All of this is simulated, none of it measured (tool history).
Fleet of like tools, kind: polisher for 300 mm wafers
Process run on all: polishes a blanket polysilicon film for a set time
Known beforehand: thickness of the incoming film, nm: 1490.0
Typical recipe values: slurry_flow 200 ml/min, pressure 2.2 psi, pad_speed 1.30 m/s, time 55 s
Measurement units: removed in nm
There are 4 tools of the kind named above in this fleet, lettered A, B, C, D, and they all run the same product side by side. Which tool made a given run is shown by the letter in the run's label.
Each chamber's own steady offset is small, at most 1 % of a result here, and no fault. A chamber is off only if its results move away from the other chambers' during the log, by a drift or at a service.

run,hour,slurry_flow,pressure,pad_speed,time,removed
1A,13.9,200,2.2,1.30,55,383.72
2D,23.7,200,2.2,1.30,55,385.40
# hour 32.0: chamber B: slurry nozzle cleaned
# hour 35.4: chamber A: worn pad replaced by a new one
# hour 37.8: chamber B: worn pad replaced by a new one
3C,38.1,200,2.2,1.30,55,381.04
4B,50.5,200,2.2,1.30,55,384.80
# hour 63.1: chamber C: worn pad replaced by a new one
5C,63.9,200,2.2,1.30,55,384.06
6A,75.9,200,2.2,1.30,55,391.16
7D,85.1,200,2.2,1.30,55,385.86
8B,96.0,200,2.2,1.30,55,386.09
# hour 106.4: chamber A: worn pad replaced by a new one
# hour 107.7: chamber D: worn pad replaced by a new one
9A,111.4,200,2.2,0.88,48,233.11
# hour 115.4: chamber B: worn pad replaced by a new one
10C,125.0,200,2.2,0.88,48,228.44
# hour 129.3: chamber C: worn pad replaced by a new one
11D,139.5,200,2.2,0.88,48,228.85
12B,154.8,200,2.2,0.88,48,226.94
# hour 155.1: chamber D: head pressure recalibrated
13C,168.2,200,2.2,1.30,55,383.17
14D,175.2,200,2.2,1.30,55,384.05
# hour 179.6: chamber A: worn pad replaced by a new one
15A,188.7,200,2.2,1.30,55,383.15
# hour 197.4: chamber B: worn pad replaced by a new one
16B,197.9,200,2.2,1.30,55,384.09
# hour 203.0: chamber C: worn pad replaced by a new one
17A,205.2,145,2.2,1.00,55,287.36
18C,217.7,145,2.2,1.00,55,275.80
# hour 220.7: chamber D: worn pad replaced by a new one
19B,229.8,145,2.2,1.00,55,281.84
20D,240.5,145,2.2,1.00,55,285.60
# hour 249.2: chamber A: worn pad replaced by a new one
21D,249.7,200,2.2,1.30,55,387.91
# hour 262.5: chamber B: slurry nozzle cleaned
22B,265.0,200,2.2,1.30,55,383.95
# hour 271.6: chamber C: worn pad replaced by a new one
# hour 276.4: chamber B: worn pad replaced by a new one
23A,280.7,200,2.2,1.54,55,464.09
# hour 286.6: chamber A: slurry nozzle cleaned
24C,292.8,200,2.2,1.54,55,433.24
25B,307.1,200,2.2,1.54,55,453.25
26A,319.4,200,2.2,1.54,55,463.28
27D,329.8,245,2.2,1.30,55,393.30
28C,338.9,245,2.2,1.30,55,369.78
# hour 341.2: chamber B: worn pad replaced by a new one
# hour 348.0: chamber D: worn pad replaced by a new one
29B,353.2,245,2.2,1.30,55,399.16
# hour 357.3: chamber C: worn pad replaced by a new one
30C,362.7,245,2.2,1.30,55,369.46
31D,375.3,200,2.2,1.30,55,384.82

Next, all 4 chambers run the settings below, one line each with question marks for the results. What does each chamber give?
32A,386.6,200,2.2,1.30,47,?
32B,386.6,200,2.2,1.30,47,?
32C,386.6,200,2.2,1.30,47,?
32D,386.6,200,2.2,1.30,47,?

run,removed
32A,335.58
32B,329.15
32C,308.00
32D,325.55

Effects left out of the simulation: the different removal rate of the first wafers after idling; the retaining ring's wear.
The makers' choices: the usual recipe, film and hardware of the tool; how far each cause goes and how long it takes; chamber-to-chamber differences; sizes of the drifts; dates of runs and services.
